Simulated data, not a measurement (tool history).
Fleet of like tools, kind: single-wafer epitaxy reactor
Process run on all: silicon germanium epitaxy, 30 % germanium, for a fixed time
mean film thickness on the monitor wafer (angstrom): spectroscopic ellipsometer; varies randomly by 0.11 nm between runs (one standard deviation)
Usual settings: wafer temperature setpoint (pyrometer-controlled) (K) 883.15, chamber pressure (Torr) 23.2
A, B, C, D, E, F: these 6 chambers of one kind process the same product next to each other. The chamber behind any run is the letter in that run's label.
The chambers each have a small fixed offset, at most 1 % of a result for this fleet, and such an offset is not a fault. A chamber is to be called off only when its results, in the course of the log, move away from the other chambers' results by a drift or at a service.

run,day,wafer temperature setpoint (pyrometer-controlled) (K),chamber pressure (Torr),"read-back reference wafer on the same gauge, thickness_nm",mean film thickness on the monitor wafer (angstrom)
1C,0.279,883.15,23.2,84.399,751.89
2D,0.679,883.15,23.2,84.434,753.39
# day 0.971: chamber D: pyrometer calibrated
3E,0.988,883.15,23.2,84.440,751.74
4A,1.183,883.15,23.2,84.452,758.67
5F,1.583,891.15,28.5,84.456,933.38
6B,1.788,891.15,28.5,84.477,941.01
7A,2.092,891.15,28.5,84.502,947.05
8C,2.367,891.15,28.5,84.500,941.29
9D,2.633,891.15,28.5,84.524,944.87
10B,2.988,891.15,28.5,84.540,942.30
11F,3.275,883.15,23.2,84.540,746.21
12E,3.667,883.15,23.2,84.569,750.52
13C,3.850,883.15,23.2,84.545,752.14
14B,4.208,883.15,23.2,84.575,753.12
15D,4.442,874.15,23.2,84.585,642.68
16F,4.688,874.15,23.2,84.597,634.62
17A,5.058,874.15,23.2,84.609,644.44
18E,5.317,874.15,23.2,84.605,639.48
19D,5.612,874.15,23.2,84.595,641.55
# day 5.696: chamber A: pyrometer calibrated
20F,5.888,874.15,23.2,84.677,637.04
21E,6.217,883.15,23.2,84.649,752.98
22A,6.412,879.15,21.4,84.658,683.52
23C,6.592,879.15,21.4,84.660,677.79
24B,6.904,879.15,21.4,84.714,679.56
25C,7.154,879.15,21.4,84.712,678.93
26A,7.500,879.15,21.4,84.723,683.88
27E,7.688,879.15,21.4,84.696,677.81
28B,7.871,874.15,28.8,84.695,698.83
29D,8.262,874.15,28.8,84.780,700.32
30F,8.642,874.15,28.8,84.729,695.22
31A,8.850,874.15,28.8,84.741,704.70
32B,9.129,874.15,28.8,84.751,699.18
33F,9.421,874.15,28.8,84.765,693.05
34C,9.738,877.15,20.9,84.771,651.18
35D,10.125,877.15,20.9,84.815,650.94
36E,10.429,877.15,20.9,84.857,649.36
37F,10.704,877.15,20.9,84.857,642.01
38D,11.092,877.15,20.9,84.856,651.14
39C,11.350,877.15,20.9,84.842,649.07
40A,11.596,883.15,23.2,84.888,760.96
41E,11.846,883.15,23.2,84.880,756.01
42B,12.133,883.15,23.2,84.874,758.33
43E,12.488,883.15,23.2,84.902,754.54
44F,12.717,883.15,25.6,84.903,779.97

Has any chamber moved away from the others, gradually or after a service, or does the common gauge drift, or do the chambers differ only by their own small steady offsets? State the chamber and the most likely cause if one applies.

The gauge drifts, so all chambers seem to drift together. No chamber is off.
What lies behind it: gauge reads high (%) = 0.621.

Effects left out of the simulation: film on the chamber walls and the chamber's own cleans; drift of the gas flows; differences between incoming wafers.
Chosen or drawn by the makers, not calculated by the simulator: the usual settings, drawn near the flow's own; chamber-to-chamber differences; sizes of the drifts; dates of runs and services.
